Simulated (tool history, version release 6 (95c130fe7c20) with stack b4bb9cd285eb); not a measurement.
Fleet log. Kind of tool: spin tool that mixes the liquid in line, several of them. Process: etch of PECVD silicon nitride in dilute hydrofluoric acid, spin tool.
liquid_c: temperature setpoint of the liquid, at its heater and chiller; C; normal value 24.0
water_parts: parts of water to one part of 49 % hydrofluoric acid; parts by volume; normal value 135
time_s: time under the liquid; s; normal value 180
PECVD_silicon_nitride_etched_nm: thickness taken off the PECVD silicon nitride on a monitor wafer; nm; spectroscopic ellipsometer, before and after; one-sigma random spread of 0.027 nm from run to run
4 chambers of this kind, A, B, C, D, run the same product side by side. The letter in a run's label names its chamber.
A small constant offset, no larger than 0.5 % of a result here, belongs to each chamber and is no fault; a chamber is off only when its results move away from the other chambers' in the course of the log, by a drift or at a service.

run   hour  liquid_c  water_parts  time_s  hours since the thermometer was replaced  hours since the hydrofluoric acid flow meter was replaced  read-back film thickness of the PECVD silicon nitride reference wafer, read on the same gauge (nm)  PECVD_silicon_nitride_etched_nm
 1A    7.7      24.0          135     180                                     699.4                                                      332.3                                                                                              119.99                           2.9896
 2D   13.6      24.0          135     180                                     370.9                                                      595.7                                                                                              119.98                           2.9871
 3B   17.1      24.0          135     180                                     557.0                                                     1517.9                                                                                              120.01                           3.0146
 4C   24.4      24.0          135     180                                    2231.7                                                     1031.3                                                                                              120.00                           3.0640
 5B   31.1      24.0          135     180                                     571.0                                                     1531.9                                                                                              120.00                           3.0141
 6A   35.9      24.0          135     180                                     727.6                                                      360.5                                                                                              120.01                           2.9891
 7C   40.4      24.0          135     180                                    2247.7                                                     1047.3                                                                                              119.97                           2.9817
 8D   47.6      21.0          100     180                                     404.9                                                      629.7                                                                                              120.00                           3.2577
 9B   51.5      21.0          100     180                                     591.4                                                     1552.3                                                                                              119.98                           3.2332
10A   58.9      21.0          100     180                                     750.6                                                      383.5                                                                                              120.01                           3.2502
11C   62.8      21.0          100     180                                    2270.1                                                     1069.7                                                                                              120.01                           3.3787
12D   68.5      24.0          135     180                                     425.8                                                      650.6                                                                                              120.00                           2.9686
13B   75.7      24.0          135     180                                     615.6                                                     1576.5                                                                                              120.01                           2.9788
14A   81.2      21.5          135     140                                     772.9                                                      405.8                                                                                              120.00                           2.0049
      86.7  -- chamber C: thermometer replaced
15C   88.6      21.5          135     140                                       2.0                                                     1095.5                                                                                              120.02                           1.9682
16D   96.3      21.5          135     140                                     453.6                                                      678.4                                                                                              120.01                           1.9747
17A  102.8      21.5          135     140                                     794.5                                                      427.4                                                                                              120.02                           2.0119
18C  108.2      24.0          135     180                                      21.6                                                     1115.1                                                                                              120.01                           3.0250
19D  112.6      24.0          135     180                                     469.9                                                      694.7                                                                                              119.98                           2.9738
20B  116.1      24.0          135     180                                     656.0                                                     1616.9                                                                                              120.03                           2.9862
21C  121.4      24.0          135     180                                      34.8                                                     1128.3                                                                                              120.01                           3.0315
22D  128.7      21.0          135     180                                     486.0                                                      710.8                                                                                              120.00                           2.4468
23A  132.5      21.0          135     180                                     824.2                                                      457.1                                                                                              119.98                           2.4734
24B  139.1      21.0          135     180                                     679.0                                                     1639.9                                                                                              120.00                           2.4394
25C  143.5      21.0          135     180                                      56.9                                                     1150.4                                                                                              120.00                           2.4453
26B  150.7      24.0          135     180                                     690.6                                                     1651.5                                                                                              119.96                           2.9739
27D  155.7      24.0          135     180                                     513.0                                                      737.8                                                                                              120.00                           3.0254
28A  161.0      24.0          135     180                                     852.7                                                      485.6                                                                                              120.01                           3.1014
29A  168.1      24.0          135     180                                     859.8                                                      492.7                                                                                              120.02                           3.1239
30B  173.4      24.0          135     180                                     713.3                                                     1674.2                                                                                              119.99                           2.9271
31C  179.1      24.0          135     180                                      92.5                                                     1186.0                                                                                              119.96                           3.0037
32D  184.3      24.0          135     180                                     541.6                                                      766.4                                                                                              120.02                           3.0009
33D  189.8      24.0          135     180                                     547.1                                                      771.9                                                                                              119.96                           2.9899
34C  193.8      24.0          135     180                                     107.2                                                     1200.7                                                                                              120.01                           3.0220
35B  198.0      24.0          135     280                                     737.9                                                     1698.8                                                                                              120.00                           4.6333
36A  205.1      24.0          135     280                                     896.8                                                      529.7                                                                                              120.02                           4.9356

Is one chamber off against the others, does the gauge drift, or is nothing wrong? If a chamber is off, say which, and what the likeliest cause is.

Little by little, chamber A moves away from the other chambers.
Likeliest cause: liquid hotter than its thermometer reads (K) = 0.917.
The log may not separate it from: hydrofluoric acid flow above the setpoint (%).

Chamber A could run next with any of the 4 candidate recipes listed below; each alters the usual settings, and their results appear as question marks. Which one brings its results back in line with what the other chambers deliver on the usual settings?
Counts as in line when no further than this from what the other chambers average on the usual settings: PECVD_silicon_nitride_etched_nm 0.0950 nm
37A-1  210.7      24.0          135     170                                                                                                                                                                                                                                         ?
37A-2  210.7      23.5          140     170                                                                                                                                                                                                                                         ?
37A-3  210.7      24.0          130     185                                                                                                                                                                                                                                         ?
37A-4  210.7      24.5          130     190                                                                                                                                                                                                                                         ?

Usual-settings mean across the other chambers: PECVD_silicon_nitride_etched_nm 2.9859 nm
  run  PECVD_silicon_nitride_etched_nm
37A-1                           3.0180
37A-2                           2.8180
37A-3                           3.4084
37A-4                           3.6151
37A-1 is the one that brings the chamber's results back in line with the other chambers.

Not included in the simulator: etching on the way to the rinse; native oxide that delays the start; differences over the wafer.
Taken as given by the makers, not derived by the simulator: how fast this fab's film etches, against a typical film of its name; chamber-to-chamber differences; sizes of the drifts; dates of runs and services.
